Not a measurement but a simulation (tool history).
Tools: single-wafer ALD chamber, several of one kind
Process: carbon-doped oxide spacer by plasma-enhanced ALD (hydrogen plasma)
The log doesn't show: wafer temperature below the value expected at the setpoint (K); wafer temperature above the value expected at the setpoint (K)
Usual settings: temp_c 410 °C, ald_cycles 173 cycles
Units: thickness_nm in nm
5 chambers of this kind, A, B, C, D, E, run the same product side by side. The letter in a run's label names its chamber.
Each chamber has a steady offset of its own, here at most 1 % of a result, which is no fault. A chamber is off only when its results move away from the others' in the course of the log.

| run | day | temp_c | ald_cycles | hours since the last thermocouple change | read-back reference wafer on the same gauge, thickness_nm | thickness_nm |
|---|---|---|---|---|---|---|
| 1D | 0.421 | 410 | 173 | 485.6 | 7.4127 | 8.4443 |
| 2A | 0.729 | 410 | 173 | 1544.4 | 7.4146 | 8.3606 |
| 3C | 1.154 | 410 | 173 | 252.4 | 7.4115 | 8.3598 |
| 4B | 1.558 | 410 | 173 | 1110.7 | 7.4155 | 8.4205 |
| 5E | 1.862 | 410 | 173 | 2228.5 | 7.4180 | 8.4027 |
| 6A | 2.292 | 410 | 173 | 1581.9 | 7.4174 | 8.3864 |
| 7D | 2.583 | 410 | 173 | 537.5 | 7.4176 | 8.4332 |
| 8B | 2.883 | 410 | 173 | 1142.5 | 7.4195 | 8.4243 |
| 9C | 3.083 | 410 | 163 | 298.7 | 7.4207 | 7.9026 |
| 10E | 3.342 | 410 | 163 | 2264.0 | 7.4225 | 7.9387 |
| 11A | 3.575 | 410 | 163 | 1612.7 | 7.4213 | 7.9161 |
| 12B | 4.000 | 410 | 163 | 1169.3 | 7.4249 | 7.9666 |
| 13C | 4.358 | 410 | 163 | 329.3 | 7.4255 | 7.8808 |
| 14D | 4.546 | 401 | 173 | 584.6 | 7.4295 | 8.6262 |
| 15E | 4.971 | 401 | 173 | 2303.1 | 7.4278 | 8.6600 |
| 16C | 5.354 | 401 | 173 | 353.2 | 7.4277 | 8.6337 |
| 17D | 5.729 | 401 | 173 | 613.0 | 7.4313 | 8.6594 |
| 18E | 6.054 | 401 | 173 | 2329.1 | 7.4327 | 8.6890 |
| 19A | 6.400 | 410 | 173 | 1680.5 | 7.4346 | 8.3860 |
| 20B | 6.721 | 410 | 173 | 1234.6 | 7.4309 | 8.4881 |
| 21A | 6.958 | 410 | 173 | 1693.9 | 7.4359 | 8.3980 |
| 22E | 7.329 | 410 | 173 | 2359.7 | 7.4364 | 8.4313 |
| 23B | 7.758 | 410 | 173 | 1259.5 | 7.4402 | 8.4546 |
| 24D | 7.996 | 410 | 173 | 667.4 | 7.4415 | 8.4599 |
| 25C | 8.217 | 410 | 173 | 421.9 | 7.4401 | 8.3678 |
| 26E | 8.512 | 410 | 173 | 2388.1 | 7.4389 | 8.4404 |
| 27C | 8.812 | 410 | 173 | 436.2 | 7.4438 | 8.4061 |
| 28A | 9.046 | 410 | 173 | 1744.0 | 7.4433 | 8.3970 |
| 29B | 9.433 | 410 | 192 | 1299.7 | 7.4405 | 9.3996 |
|  | 9.638 | chamber B: thermocouple changed; heater temperature recalibrated |
| 30D | 9.642 | 410 | 192 | 706.9 | 7.4455 | 9.3909 |
| 31D | 9.908 | 410 | 192 | 713.3 | 7.4470 | 9.3776 |
| 32E | 10.279 | 410 | 192 | 2430.5 | 7.4504 | 9.3800 |
| 33B | 10.508 | 410 | 192 | 21.0 | 7.4465 | 9.4167 |
| 34A | 10.700 | 410 | 173 | 1783.7 | 7.4490 | 8.3842 |
|  | 10.733 | chamber E: thermocouple changed; heater temperature recalibrated |
| 35C | 10.888 | 410 | 173 | 486.0 | 7.4501 | 8.3839 |
| 36C | 11.238 | 410 | 173 | 494.4 | 7.4510 | 8.4164 |
| 37A | 11.550 | 410 | 173 | 1804.1 | 7.4550 | 8.4460 |
| 38D | 11.942 | 418 | 173 | 762.1 | 7.4526 | 8.2559 |
| 39E | 12.346 | 418 | 173 | 38.7 | 7.4551 | 8.2383 |
| 40B | 12.621 | 418 | 173 | 71.7 | 7.4579 | 8.2837 |

Next, every chamber runs the same settings. What will each give?
| 41A | 12.933 | 410 | 173 |  |  | ? |
| 41B | 12.933 | 410 | 173 |  |  | ? |
| 41C | 12.933 | 410 | 173 |  |  | ? |
| 41D | 12.933 | 410 | 173 |  |  | ? |
| 41E | 12.933 | 410 | 173 |  |  | ? |

| run | thickness_nm |
|---|---|
| 41A | 8.4419 |
| 41B | 8.5140 |
| 41C | 8.4181 |
| 41D | 8.4477 |
| 41E | 8.4354 |
